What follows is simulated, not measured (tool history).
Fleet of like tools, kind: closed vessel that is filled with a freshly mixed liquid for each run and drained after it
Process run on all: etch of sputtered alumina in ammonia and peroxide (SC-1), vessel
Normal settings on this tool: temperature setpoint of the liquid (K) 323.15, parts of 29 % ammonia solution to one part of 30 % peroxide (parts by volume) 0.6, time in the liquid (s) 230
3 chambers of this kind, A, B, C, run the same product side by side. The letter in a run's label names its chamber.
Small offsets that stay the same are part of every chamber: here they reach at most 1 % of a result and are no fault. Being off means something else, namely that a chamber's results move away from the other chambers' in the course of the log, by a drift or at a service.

run,hour,temperature setpoint of the liquid (K),parts of 29 % ammonia solution to one part of 30 % peroxide (parts by volume),time in the liquid (s),"read-back film thickness of the sputtered alumina reference wafer, read on the same gauge (nm)",thickness taken off the sputtered alumina on a monitor wafer (Å)
1C,7.0,323.15,0.6,230,130.03,131.87
2B,14.7,323.15,0.6,230,129.96,130.64
3A,21.3,323.15,0.6,230,130.02,132.73
4B,28.7,323.15,0.6,230,129.99,129.11
5A,33.9,323.15,0.6,230,129.97,132.11
# hour 38.5: chamber A: thermometer replaced
6C,42.2,323.15,0.6,230,129.98,130.72
7C,49.1,323.15,0.6,230,130.04,130.19
8B,57.5,323.15,0.6,230,129.98,133.35
9A,61.3,323.15,0.6,230,129.98,133.44
10A,69.2,323.15,0.6,230,130.01,130.13
11C,74.2,323.15,0.6,230,130.01,131.01
12B,79.0,323.15,0.6,230,129.98,132.01
13B,84.4,323.15,0.6,230,129.96,129.42
14A,93.0,331.65,0.6,125,130.02,110.37
15C,98.1,331.65,0.6,125,129.96,113.63
16A,101.9,331.65,0.6,125,129.99,112.94
17B,105.8,323.15,0.6,230,130.01,133.97
18C,109.9,323.15,0.6,230,130.01,129.42
19C,115.0,323.15,0.6,230,129.99,131.16
20B,119.8,323.15,0.6,230,130.01,134.23
21A,128.4,323.15,0.6,230,129.95,131.93
22A,134.4,323.15,0.6,230,129.99,130.16
23B,140.8,328.15,0.6,230,129.99,178.21
24C,146.6,328.15,0.6,230,130.03,173.49
25C,152.7,328.15,0.6,230,129.99,168.48
26A,160.8,323.15,0.6,230,129.99,129.87
27B,167.3,323.15,0.6,230,130.01,138.32
28C,175.9,323.15,0.6,230,129.99,128.42
29A,183.6,323.15,0.6,230,129.98,130.46
30B,187.8,323.15,0.6,230,129.96,141.92
# hour 189.8: chamber A: new drum of ammonia solution connected
31C,192.7,323.15,0.6,230,129.99,129.99
32A,201.0,323.15,0.6,230,129.97,128.44
33B,205.9,323.15,0.6,230,130.01,143.45
34C,211.2,323.15,0.6,230,129.97,131.15
35A,215.6,323.15,0.6,230,129.97,131.03

Has any chamber moved away from the others, gradually or after a service, or does the common gauge drift, or do the chambers differ only by their own small steady offsets? State the chamber and the most likely cause if one applies.

Little by little, chamber B moves away from the other chambers.
Most likely cause: liquid hotter than its thermometer reads (K) = 1.67.

Here are 4 candidates for chamber B's next run, each the usual settings with a change, their results left as question marks. Which one brings its results back in line with what the others give on the usual settings?
In line here means within this much of the mean the other chambers give on the usual settings: thickness taken off the sputtered alumina on a monitor wafer (Å) 4.40
36B-1,221.9,323.15,0.6,250,,?
36B-2,221.9,322.15,0.6,220,,?
36B-3,221.9,323.65,0.6,230,,?
36B-4,221.9,323.15,0.6,225,,?

Other chambers, usual settings, mean: thickness taken off the sputtered alumina on a monitor wafer (Å) 130.66
run,thickness taken off the sputtered alumina on a monitor wafer (Å)
36B-1,156.77
36B-2,130.77
36B-3,148.12
36B-4,141.09
The right change is 36B-2: it brings the chamber back within the allowed miss of the others.
